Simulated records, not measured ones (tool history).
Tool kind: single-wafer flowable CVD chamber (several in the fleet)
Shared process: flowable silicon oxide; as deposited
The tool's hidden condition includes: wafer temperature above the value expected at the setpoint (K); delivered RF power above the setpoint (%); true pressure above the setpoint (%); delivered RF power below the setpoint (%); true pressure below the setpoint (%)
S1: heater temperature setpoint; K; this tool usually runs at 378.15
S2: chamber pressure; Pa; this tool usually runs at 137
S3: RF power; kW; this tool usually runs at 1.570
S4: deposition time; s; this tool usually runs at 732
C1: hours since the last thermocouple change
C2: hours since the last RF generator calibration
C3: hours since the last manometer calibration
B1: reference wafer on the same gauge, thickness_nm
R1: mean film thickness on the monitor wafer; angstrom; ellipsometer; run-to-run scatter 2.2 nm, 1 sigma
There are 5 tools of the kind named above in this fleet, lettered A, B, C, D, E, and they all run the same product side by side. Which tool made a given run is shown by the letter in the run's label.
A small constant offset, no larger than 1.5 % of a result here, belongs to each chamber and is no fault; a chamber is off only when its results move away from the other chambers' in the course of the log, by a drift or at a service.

{"run": "1A", "hour": 5.3, "S1": 378.15, "S2": 137, "S3": 1.57, "S4": 732, "C1": 592.3, "C2": 1032.8, "C3": 639.3, "B1": 431.06, "R1": 4805.6}
{"run": "2E", "hour": 16.3, "S1": 378.15, "S2": 137, "S3": 1.57, "S4": 732, "C1": 1065.1, "C2": 465.3, "C3": 2012.8, "B1": 431.4, "R1": 4830.8}
{"run": "3C", "hour": 22.0, "S1": 378.15, "S2": 137, "S3": 1.57, "S4": 732, "C1": 1661.9, "C2": 1499.1, "C3": 821.3, "B1": 431.02, "R1": 4858.9}
{"run": "4B", "hour": 28.9, "S1": 378.15, "S2": 137, "S3": 1.57, "S4": 732, "C1": 2161.0, "C2": 395.5, "C3": 1141.0, "B1": 431.01, "R1": 4882.1}
{"run": "5D", "hour": 39.4, "S1": 378.15, "S2": 137, "S3": 1.57, "S4": 732, "C1": 1582.8, "C2": 196.5, "C3": 434.7, "B1": 430.63, "R1": 4847.6}
{"run": "6E", "hour": 44.9, "S1": 366.15, "S2": 168, "S3": 1.57, "S4": 732, "C1": 1093.7, "C2": 493.9, "C3": 2041.4, "B1": 431.28, "R1": 8892.4}
{"run": "7B", "hour": 51.8, "S1": 366.15, "S2": 168, "S3": 1.57, "S4": 732, "C1": 2183.9, "C2": 418.4, "C3": 1163.9, "B1": 431.08, "R1": 9076.7}
{"run": "8C", "hour": 57.7, "S1": 366.15, "S2": 168, "S3": 1.57, "S4": 732, "C1": 1697.6, "C2": 1534.8, "C3": 857.0, "B1": 431.25, "R1": 9138.0}
{"run": "9D", "hour": 69.4, "S1": 366.15, "S2": 168, "S3": 1.57, "S4": 732, "C1": 1612.8, "C2": 226.5, "C3": 464.7, "B1": 431.07, "R1": 9020.2}
{"run": "10A", "hour": 79.6, "S1": 366.15, "S2": 168, "S3": 1.57, "S4": 732, "C1": 666.6, "C2": 1107.1, "C3": 713.6, "B1": 430.77, "R1": 8953.1}
{"run": "11D", "hour": 90.9, "S1": 378.15, "S2": 137, "S3": 1.57, "S4": 732, "C1": 1634.3, "C2": 248.0, "C3": 486.2, "B1": 431.31, "R1": 4879.9}
{"run": "12C", "hour": 96.9, "S1": 378.15, "S2": 137, "S3": 1.57, "S4": 732, "C1": 1736.8, "C2": 1574.0, "C3": 896.2, "B1": 431.07, "R1": 4802.0}
{"run": "13E", "hour": 104.6, "S1": 378.15, "S2": 137, "S3": 1.57, "S4": 732, "C1": 1153.4, "C2": 553.6, "C3": 2101.1, "B1": 431.22, "R1": 4803.3}
{"run": "14A", "hour": 110.5, "S1": 378.15, "S2": 137, "S3": 1.57, "S4": 732, "C1": 697.5, "C2": 1138.0, "C3": 744.5, "B1": 431.24, "R1": 4820.7}
{"run": "15B", "hour": 119.0, "S1": 378.15, "S2": 137, "S3": 1.57, "S4": 732, "C1": 2251.1, "C2": 485.6, "C3": 1231.1, "B1": 431.15, "R1": 4836.0}
{"run": "16B", "hour": 127.5, "S1": 365.15, "S2": 137, "S3": 1.705, "S4": 732, "C1": 2259.6, "C2": 494.1, "C3": 1239.6, "B1": 430.8, "R1": 7723.5}
{"run": "17A", "hour": 139.3, "S1": 365.15, "S2": 137, "S3": 1.705, "S4": 732, "C1": 726.3, "C2": 1166.8, "C3": 773.3, "B1": 431.19, "R1": 7569.6}
{"run": "18E", "hour": 148.8, "S1": 365.15, "S2": 137, "S3": 1.705, "S4": 732, "C1": 1197.6, "C2": 597.8, "C3": 2145.3, "B1": 431.23, "R1": 7500.0}
{"run": "19C", "hour": 158.8, "S1": 365.15, "S2": 137, "S3": 1.705, "S4": 732, "C1": 1798.7, "C2": 1635.9, "C3": 958.1, "B1": 431.36, "R1": 7712.7}
{"hour": 163.0, "done": "chamber B: thermocouple changed; heater temperature recalibrated"}
{"run": "20D", "hour": 170.3, "S1": 365.15, "S2": 137, "S3": 1.705, "S4": 732, "C1": 1713.7, "C2": 327.4, "C3": 565.6, "B1": 431.08, "R1": 7581.3}
{"hour": 171.2, "done": "chamber B: capacitance manometer re-zeroed and calibrated"}
{"run": "21E", "hour": 182.0, "S1": 378.15, "S2": 137, "S3": 1.57, "S4": 732, "C1": 1230.8, "C2": 631.0, "C3": 2178.5, "B1": 430.89, "R1": 4824.9}
{"run": "22A", "hour": 192.1, "S1": 378.15, "S2": 137, "S3": 1.57, "S4": 732, "C1": 779.1, "C2": 1219.6, "C3": 826.1, "B1": 430.82, "R1": 4795.1}
{"run": "23D", "hour": 198.6, "S1": 378.15, "S2": 137, "S3": 1.57, "S4": 732, "C1": 1742.0, "C2": 355.7, "C3": 593.9, "B1": 431.21, "R1": 4846.4}
{"run": "24C", "hour": 208.6, "S1": 378.15, "S2": 137, "S3": 1.57, "S4": 732, "C1": 1848.5, "C2": 1685.7, "C3": 1007.9, "B1": 430.83, "R1": 4855.8}
{"run": "25B", "hour": 217.6, "S1": 378.15, "S2": 137, "S3": 1.57, "S4": 732, "C1": 54.6, "C2": 584.2, "C3": 46.4, "B1": 431.12, "R1": 4916.3}
{"run": "26C", "hour": 225.2, "S1": 378.15, "S2": 148, "S3": 1.57, "S4": 732, "C1": 1865.1, "C2": 1702.3, "C3": 1024.5, "B1": 431.32, "R1": 5279.7}
{"run": "27D", "hour": 234.9, "S1": 378.15, "S2": 148, "S3": 1.57, "S4": 732, "C1": 1778.3, "C2": 392.0, "C3": 630.2, "B1": 431.16, "R1": 5289.0}
{"run": "28A", "hour": 242.3, "S1": 378.15, "S2": 148, "S3": 1.57, "S4": 732, "C1": 829.3, "C2": 1269.8, "C3": 876.3, "B1": 430.98, "R1": 5263.1}
{"run": "29E", "hour": 248.8, "S1": 378.15, "S2": 148, "S3": 1.57, "S4": 732, "C1": 1297.6, "C2": 697.8, "C3": 2245.3, "B1": 431.16, "R1": 5193.4}
{"hour": 259.5, "done": "chamber D: thermocouple changed; heater temperature recalibrated"}
{"run": "30B", "hour": 260.4, "S1": 378.15, "S2": 148, "S3": 1.57, "S4": 732, "C1": 97.4, "C2": 627.0, "C3": 89.2, "B1": 431.47, "R1": 5339.3}
{"run": "31B", "hour": 272.2, "S1": 378.15, "S2": 137, "S3": 1.57, "S4": 732, "C1": 109.2, "C2": 638.8, "C3": 101.0, "B1": 430.85, "R1": 4893.5}
{"run": "32A", "hour": 278.0, "S1": 387.15, "S2": 137, "S3": 1.77, "S4": 732, "C1": 865.0, "C2": 1305.5, "C3": 912.0, "B1": 430.82, "R1": 3767.0}
{"run": "33E", "hour": 286.4, "S1": 387.15, "S2": 137, "S3": 1.77, "S4": 732, "C1": 1335.2, "C2": 735.4, "C3": 2282.9, "B1": 431.41, "R1": 3710.6}
{"run": "34D", "hour": 295.4, "S1": 387.15, "S2": 137, "S3": 1.77, "S4": 732, "C1": 35.9, "C2": 452.5, "C3": 690.7, "B1": 431.1, "R1": 3759.3}

Predict what each chamber gives when all 5 of them run the settings below next.
{"run": "35A", "hour": 303.9, "S1": 378.15, "S2": 137, "S3": 1.7, "S4": 732, "R1": "?"}
{"run": "35B", "hour": 303.9, "S1": 378.15, "S2": 137, "S3": 1.7, "S4": 732, "R1": "?"}
{"run": "35C", "hour": 303.9, "S1": 378.15, "S2": 137, "S3": 1.7, "S4": 732, "R1": "?"}
{"run": "35D", "hour": 303.9, "S1": 378.15, "S2": 137, "S3": 1.7, "S4": 732, "R1": "?"}
{"run": "35E", "hour": 303.9, "S1": 378.15, "S2": 137, "S3": 1.7, "S4": 732, "R1": "?"}

run=35A R1=4946.3
run=35B R1=5036.1
run=35C R1=4982.7
run=35D R1=4982.1
run=35E R1=4911.3
